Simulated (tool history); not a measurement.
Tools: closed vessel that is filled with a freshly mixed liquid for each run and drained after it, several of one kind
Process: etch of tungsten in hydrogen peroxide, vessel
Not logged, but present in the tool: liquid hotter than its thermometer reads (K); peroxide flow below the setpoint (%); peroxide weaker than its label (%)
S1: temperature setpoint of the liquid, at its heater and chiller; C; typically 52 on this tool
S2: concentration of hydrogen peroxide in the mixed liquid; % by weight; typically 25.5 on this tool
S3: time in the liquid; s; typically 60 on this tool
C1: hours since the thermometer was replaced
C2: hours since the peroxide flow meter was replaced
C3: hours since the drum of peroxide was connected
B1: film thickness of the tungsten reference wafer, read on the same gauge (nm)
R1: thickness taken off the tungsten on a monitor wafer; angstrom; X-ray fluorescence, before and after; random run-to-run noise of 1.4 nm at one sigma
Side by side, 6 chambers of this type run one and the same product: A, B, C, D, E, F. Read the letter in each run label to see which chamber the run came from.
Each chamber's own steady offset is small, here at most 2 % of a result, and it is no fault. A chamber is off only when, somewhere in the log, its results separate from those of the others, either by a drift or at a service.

Run 1F, hour 7.7: usual settings; C1 673; C2 1353.1; C3 341.5; B1 30.002. Result: R1 1475.5 angstrom.
Run 2E, hour 19.1: usual settings; C1 200.4; C2 369.8; C3 1006.1; B1 30.01. Result: R1 1528.3 angstrom.
At hour 21.9: chamber F: new drum of peroxide connected.
Run 3A, hour 32.3: usual settings; C1 2185.1; C2 1374.5; C3 1196.5; B1 30.021. Result: R1 1519.9 angstrom.
Run 4D, hour 39.1: usual settings; C1 1134.7; C2 1113.4; C3 914.4; B1 29.995. Result: R1 1487.6 angstrom.
Run 5B, hour 50.9: usual settings; C1 371.8; C2 60.5; C3 580.5; B1 29.97. Result: R1 1490.1 angstrom.
At hour 63.2: chamber E: peroxide flow meter replaced.
Run 6C, hour 65.8: usual settings; C1 1334.7; C2 342.3; C3 901.9; B1 30.001. Result: R1 1476.5 angstrom.
Run 7C, hour 75.4: usual settings; C1 1344.3; C2 351.9; C3 911.5; B1 30.002. Result: R1 1487.2 angstrom.
Run 8F, hour 84.8: usual settings; C1 750.1; C2 1430.2; C3 62.9; B1 29.967. Result: R1 1457.7 angstrom.
Run 9B, hour 91.6: usual settings; C1 412.5; C2 101.2; C3 621.2; B1 29.968. Result: R1 1486.9 angstrom.
At hour 102: chamber C: thermometer replaced.
Run 10E, hour 105.2: usual settings; C1 286.5; C2 42.1; C3 1092.2; B1 30.002. Result: R1 1496.1 angstrom.
Run 11A, hour 119.6: usual settings; C1 2272.4; C2 1461.8; C3 1283.8; B1 30.012. Result: R1 1500.5 angstrom.
Run 12D, hour 135: usual settings; C1 1230.6; C2 1209.3; C3 1010.3; B1 29.998. Result: R1 1483.6 angstrom.
Run 13A, hour 143.8: usual settings; C1 2296.6; C2 1486; C3 1308; B1 29.953. Result: R1 1500.8 angstrom.
Run 14E, hour 157.4: usual settings; C1 338.7; C2 94.3; C3 1144.4; B1 29.991. Result: R1 1514.1 angstrom.
Run 15F, hour 168.5: usual settings; C1 833.8; C2 1513.9; C3 146.6; B1 30.011. Result: R1 1485.8 angstrom.
Run 16D, hour 179.3: usual settings; C1 1274.9; C2 1253.6; C3 1054.6; B1 30.032. Result: R1 1492.3 angstrom.
Run 17B, hour 194.1: usual settings; C1 515; C2 203.7; C3 723.7; B1 29.989. Result: R1 1476.2 angstrom.
Run 18C, hour 204.4: usual settings; C1 102.4; C2 480.9; C3 1040.5; B1 29.994. Result: R1 1453.1 angstrom.
Run 19A, hour 216.4: usual settings; C1 2369.2; C2 1558.6; C3 1380.6; B1 30.004. Result: R1 1508.1 angstrom.
Run 20D, hour 231.9: usual settings; C1 1327.5; C2 1306.2; C3 1107.2; B1 29.986. Result: R1 1510.3 angstrom.
Run 21B, hour 243.6: usual settings but S1 43.5 C; C1 564.5; C2 253.2; C3 773.2; B1 30.008. Result: R1 879.67 angstrom.
Run 22C, hour 258.7: usual settings but S1 43.5 C; C1 156.7; C2 535.2; C3 1094.8; B1 30.003. Result: R1 872.53 angstrom.
Run 23F, hour 272.5: usual settings but S1 43.5 C; C1 937.8; C2 1617.9; C3 250.6; B1 29.977. Result: R1 875.8 angstrom.
At hour 278.2: chamber E: new drum of peroxide connected.
Run 24E, hour 284.6: usual settings but S1 43.5 C; C1 465.9; C2 221.5; C3 6.5; B1 30.013. Result: R1 915.84 angstrom.
At hour 286.8: chamber C: new drum of peroxide connected.
Run 25A, hour 293.4: usual settings but S1 43.5 C; C1 2446.2; C2 1635.6; C3 1457.6; B1 29.996. Result: R1 869.54 angstrom.
At hour 302.1: chamber F: new drum of peroxide connected.
Run 26B, hour 307.7: usual settings but S1 43.5 C; C1 628.6; C2 317.3; C3 837.3; B1 29.986. Result: R1 861.26 angstrom.
Run 27C, hour 315.6: usual settings; C1 213.6; C2 592.1; C3 28.9; B1 29.986. Result: R1 1508.5 angstrom.
Run 28F, hour 329.2: usual settings; C1 994.5; C2 1674.6; C3 27.1; B1 29.985. Result: R1 1457.2 angstrom.
Run 29E, hour 341.3: usual settings; C1 522.6; C2 278.2; C3 63.2; B1 30.008. Result: R1 1527.9 angstrom.
At hour 341.5: chamber D: new drum of peroxide connected.
Run 30D, hour 354: usual settings; C1 1449.6; C2 1428.3; C3 12.5; B1 29.999. Result: R1 1499.1 angstrom.
Run 31A, hour 367.9: usual settings; C1 2520.7; C2 1710.1; C3 1532.1; B1 29.952. Result: R1 1536.2 angstrom.
Run 32E, hour 381.9: usual settings; C1 563.2; C2 318.8; C3 103.8; B1 30.004. Result: R1 1520.5 angstrom.
Run 33C, hour 394.3: usual settings but S2 21 % by weight; C1 292.3; C2 670.8; C3 107.6; B1 30.01. Result: R1 1347.7 angstrom.
Run 34F, hour 404.3: usual settings but S2 21 % by weight; C1 1069.6; C2 1749.7; C3 102.2; B1 30.035. Result: R1 1324.7 angstrom.
Run 35D, hour 416.8: usual settings but S2 21 % by weight; C1 1512.4; C2 1491.1; C3 75.3; B1 30.024. Result: R1 1360 angstrom.
Run 36B, hour 427.1: usual settings but S2 21 % by weight; C1 748; C2 436.7; C3 956.7; B1 29.994. Result: R1 1354.8 angstrom.

Does one chamber stand apart from the rest, does the shared gauge drift, or is all well apart from small per-chamber offsets? Give the chamber and the most likely cause, where there is one.

Beyond each chamber's small constant offset nothing stands out, and the gauge stays steady.
